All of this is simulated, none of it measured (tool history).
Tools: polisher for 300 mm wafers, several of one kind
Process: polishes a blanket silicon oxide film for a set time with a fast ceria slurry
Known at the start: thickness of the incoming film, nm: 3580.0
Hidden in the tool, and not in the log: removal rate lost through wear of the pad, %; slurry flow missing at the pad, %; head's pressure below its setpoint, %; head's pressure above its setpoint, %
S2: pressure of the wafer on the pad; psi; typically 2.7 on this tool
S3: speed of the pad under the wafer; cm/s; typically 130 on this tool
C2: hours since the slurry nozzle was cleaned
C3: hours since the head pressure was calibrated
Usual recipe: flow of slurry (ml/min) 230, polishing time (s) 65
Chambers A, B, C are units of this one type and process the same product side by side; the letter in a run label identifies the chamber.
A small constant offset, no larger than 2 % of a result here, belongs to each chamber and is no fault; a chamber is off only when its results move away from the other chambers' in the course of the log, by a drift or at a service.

{"run": "1C", "hour": 5.6, "flow of slurry (ml/min)": 230, "S2": 2.7, "S3": 130, "polishing time (s)": 65, "wafers polished on this pad": 328, "C2": 281.8, "C3": 354.6, "film removed (Å)": 12808.0}
{"run": "2A", "hour": 11.1, "flow of slurry (ml/min)": 230, "S2": 2.7, "S3": 130, "polishing time (s)": 65, "wafers polished on this pad": 620, "C2": 245.9, "C3": 657.1, "film removed (Å)": 12503.0}
{"run": "3B", "hour": 14.3, "flow of slurry (ml/min)": 230, "S2": 2.7, "S3": 130, "polishing time (s)": 65, "wafers polished on this pad": 1159, "C2": 524.8, "C3": 1101.3, "film removed (Å)": 12920.0}
{"hour": 17.5, "done": "chamber A: worn pad replaced by a new one"}
{"run": "4A", "hour": 18.8, "flow of slurry (ml/min)": 230, "S2": 2.7, "S3": 130, "polishing time (s)": 65, "wafers polished on this pad": 13, "C2": 253.6, "C3": 664.8, "film removed (Å)": 12364.0}
{"hour": 20.0, "done": "chamber B: worn pad replaced by a new one"}
{"run": "5C", "hour": 24.5, "flow of slurry (ml/min)": 230, "S2": 2.3, "S3": 130, "polishing time (s)": 65, "wafers polished on this pad": 512, "C2": 300.7, "C3": 373.5, "film removed (Å)": 10863.0}
{"run": "6B", "hour": 28.2, "flow of slurry (ml/min)": 230, "S2": 2.3, "S3": 130, "polishing time (s)": 65, "wafers polished on this pad": 80, "C2": 538.7, "C3": 1115.2, "film removed (Å)": 10763.0}
{"run": "7B", "hour": 33.5, "flow of slurry (ml/min)": 230, "S2": 2.3, "S3": 130, "polishing time (s)": 65, "wafers polished on this pad": 132, "C2": 544.0, "C3": 1120.5, "film removed (Å)": 10902.0}
{"run": "8C", "hour": 37.5, "flow of slurry (ml/min)": 155, "S2": 3.3, "S3": 130, "polishing time (s)": 65, "wafers polished on this pad": 639, "C2": 313.7, "C3": 386.5, "film removed (Å)": 14860.0}
{"run": "9A", "hour": 42.9, "flow of slurry (ml/min)": 155, "S2": 3.3, "S3": 130, "polishing time (s)": 65, "wafers polished on this pad": 248, "C2": 277.7, "C3": 688.9, "film removed (Å)": 14442.0}
{"run": "10C", "hour": 47.2, "flow of slurry (ml/min)": 155, "S2": 3.3, "S3": 130, "polishing time (s)": 65, "wafers polished on this pad": 734, "C2": 323.4, "C3": 396.2, "film removed (Å)": 14528.0}
{"run": "11B", "hour": 50.5, "flow of slurry (ml/min)": 230, "S2": 2.7, "S3": 130, "polishing time (s)": 65, "wafers polished on this pad": 297, "C2": 561.0, "C3": 1137.5, "film removed (Å)": 12568.0}
{"run": "12A", "hour": 54.6, "flow of slurry (ml/min)": 230, "S2": 2.7, "S3": 130, "polishing time (s)": 65, "wafers polished on this pad": 362, "C2": 289.4, "C3": 700.6, "film removed (Å)": 12499.0}
{"run": "13B", "hour": 60.4, "flow of slurry (ml/min)": 230, "S2": 2.3, "S3": 130, "polishing time (s)": 65, "wafers polished on this pad": 394, "C2": 570.9, "C3": 1147.4, "film removed (Å)": 10914.0}
{"run": "14C", "hour": 65.7, "flow of slurry (ml/min)": 230, "S2": 2.3, "S3": 130, "polishing time (s)": 65, "wafers polished on this pad": 914, "C2": 341.9, "C3": 414.7, "film removed (Å)": 10761.0}
{"run": "15A", "hour": 68.7, "flow of slurry (ml/min)": 230, "S2": 2.3, "S3": 130, "polishing time (s)": 65, "wafers polished on this pad": 499, "C2": 303.5, "C3": 714.7, "film removed (Å)": 10477.0}
{"run": "16B", "hour": 73.2, "flow of slurry (ml/min)": 230, "S2": 2.7, "S3": 130, "polishing time (s)": 65, "wafers polished on this pad": 519, "C2": 583.7, "C3": 1160.2, "film removed (Å)": 12484.0}
{"run": "17A", "hour": 78.8, "flow of slurry (ml/min)": 230, "S2": 2.7, "S3": 130, "polishing time (s)": 65, "wafers polished on this pad": 598, "C2": 313.6, "C3": 724.8, "film removed (Å)": 12398.0}
{"hour": 79.0, "done": "chamber A: worn pad replaced by a new one"}
{"run": "18C", "hour": 84.2, "flow of slurry (ml/min)": 230, "S2": 2.7, "S3": 130, "polishing time (s)": 65, "wafers polished on this pad": 1095, "C2": 360.4, "C3": 433.2, "film removed (Å)": 12804.0}
{"run": "19A", "hour": 87.6, "flow of slurry (ml/min)": 230, "S2": 2.7, "S3": 130, "polishing time (s)": 65, "wafers polished on this pad": 84, "C2": 322.4, "C3": 733.6, "film removed (Å)": 12108.0}
{"run": "20C", "hour": 93.3, "flow of slurry (ml/min)": 230, "S2": 2.7, "S3": 130, "polishing time (s)": 65, "wafers polished on this pad": 1183, "C2": 369.5, "C3": 442.3, "film removed (Å)": 12595.0}
{"run": "21B", "hour": 97.4, "flow of slurry (ml/min)": 230, "S2": 1.8, "S3": 130, "polishing time (s)": 65, "wafers polished on this pad": 755, "C2": 607.9, "C3": 1184.4, "film removed (Å)": 8640.7}
{"hour": 99.9, "done": "chamber C: worn pad replaced by a new one"}
{"run": "22C", "hour": 101.2, "flow of slurry (ml/min)": 230, "S2": 1.8, "S3": 130, "polishing time (s)": 65, "wafers polished on this pad": 13, "C2": 377.4, "C3": 450.2, "film removed (Å)": 8527.0}
{"run": "23B", "hour": 106.6, "flow of slurry (ml/min)": 230, "S2": 1.8, "S3": 130, "polishing time (s)": 65, "wafers polished on this pad": 845, "C2": 617.1, "C3": 1193.6, "film removed (Å)": 8559.0}
{"run": "24A", "hour": 109.2, "flow of slurry (ml/min)": 230, "S2": 2.7, "S3": 150, "polishing time (s)": 50, "wafers polished on this pad": 294, "C2": 344.0, "C3": 755.2, "film removed (Å)": 10973.0}
{"run": "25B", "hour": 112.1, "flow of slurry (ml/min)": 230, "S2": 2.7, "S3": 150, "polishing time (s)": 50, "wafers polished on this pad": 898, "C2": 622.6, "C3": 1199.1, "film removed (Å)": 11145.0}
{"run": "26A", "hour": 115.6, "flow of slurry (ml/min)": 230, "S2": 2.7, "S3": 150, "polishing time (s)": 50, "wafers polished on this pad": 357, "C2": 350.4, "C3": 761.6, "film removed (Å)": 10877.0}
{"run": "27C", "hour": 119.8, "flow of slurry (ml/min)": 230, "S2": 2.7, "S3": 130, "polishing time (s)": 65, "wafers polished on this pad": 194, "C2": 396.0, "C3": 468.8, "film removed (Å)": 12749.0}
{"run": "28B", "hour": 122.5, "flow of slurry (ml/min)": 230, "S2": 2.7, "S3": 130, "polishing time (s)": 65, "wafers polished on this pad": 1000, "C2": 633.0, "C3": 1209.5, "film removed (Å)": 12929.0}
{"hour": 125.0, "done": "chamber A: head pressure recalibrated"}
{"run": "29C", "hour": 127.5, "flow of slurry (ml/min)": 230, "S2": 2.7, "S3": 130, "polishing time (s)": 85, "wafers polished on this pad": 269, "C2": 403.7, "C3": 476.5, "film removed (Å)": 16721.0}
{"hour": 129.9, "done": "chamber B: slurry nozzle cleaned"}
{"run": "30A", "hour": 133.3, "flow of slurry (ml/min)": 230, "S2": 2.7, "S3": 130, "polishing time (s)": 85, "wafers polished on this pad": 530, "C2": 368.1, "C3": 8.4, "film removed (Å)": 15681.0}
{"hour": 134.2, "done": "chamber A: worn pad replaced by a new one"}
{"run": "31C", "hour": 135.9, "flow of slurry (ml/min)": 230, "S2": 2.7, "S3": 130, "polishing time (s)": 85, "wafers polished on this pad": 351, "C2": 412.1, "C3": 484.9, "film removed (Å)": 16475.0}
{"run": "32B", "hour": 139.6, "flow of slurry (ml/min)": 230, "S2": 2.7, "S3": 130, "polishing time (s)": 65, "wafers polished on this pad": 1167, "C2": 9.8, "C3": 1226.6, "film removed (Å)": 12846.0}
{"run": "33A", "hour": 143.8, "flow of slurry (ml/min)": 230, "S2": 2.7, "S3": 130, "polishing time (s)": 65, "wafers polished on this pad": 93, "C2": 378.6, "C3": 18.9, "film removed (Å)": 12195.0}
{"run": "34A", "hour": 149.0, "flow of slurry (ml/min)": 230, "S2": 2.7, "S3": 130, "polishing time (s)": 65, "wafers polished on this pad": 144, "C2": 383.8, "C3": 24.1, "film removed (Å)": 11922.0}
{"run": "35B", "hour": 152.4, "flow of slurry (ml/min)": 230, "S2": 2.7, "S3": 130, "polishing time (s)": 65, "wafers polished on this pad": 1292, "C2": 22.6, "C3": 1239.4, "film removed (Å)": 12728.0}

Is one chamber off against the others, does the gauge drift, or is nothing wrong? If a chamber is off, say which, and what the likeliest cause is.

It is chamber A that slowly wanders off from its peers.
Cause: slurry flow missing at the pad, % = 38.3.

Here are 4 candidates for chamber A's next run, each the usual settings with a change, their results left as question marks. Which one brings its results back in line with what the others give on the usual settings?
To be in line, a result may differ from the other chambers' mean on the usual settings by at most: film removed (Å) 510.0
{"run": "36A-1", "hour": 156.7, "flow of slurry (ml/min)": 230, "S2": 2.7, "S3": 128, "polishing time (s)": 64, "film removed (Å)": "?"}
{"run": "36A-2", "hour": 156.7, "flow of slurry (ml/min)": 230, "S2": 2.7, "S3": 118, "polishing time (s)": 65, "film removed (Å)": "?"}
{"run": "36A-3", "hour": 156.7, "flow of slurry (ml/min)": 230, "S2": 2.7, "S3": 132, "polishing time (s)": 65, "film removed (Å)": "?"}
{"run": "36A-4", "hour": 156.7, "flow of slurry (ml/min)": 230, "S2": 2.8, "S3": 134, "polishing time (s)": 67, "film removed (Å)": "?"}

The other chambers' mean on the usual settings: film removed (Å) 12818.0
run=36A-1 film_removed_(Å)=11369.0
run=36A-2 film_removed_(Å)=10658.0
run=36A-3 film_removed_(Å)=11902.0
run=36A-4 film_removed_(Å)=12915.0
The right change is 36A-4: it brings the chamber back within the allowed miss of the others.
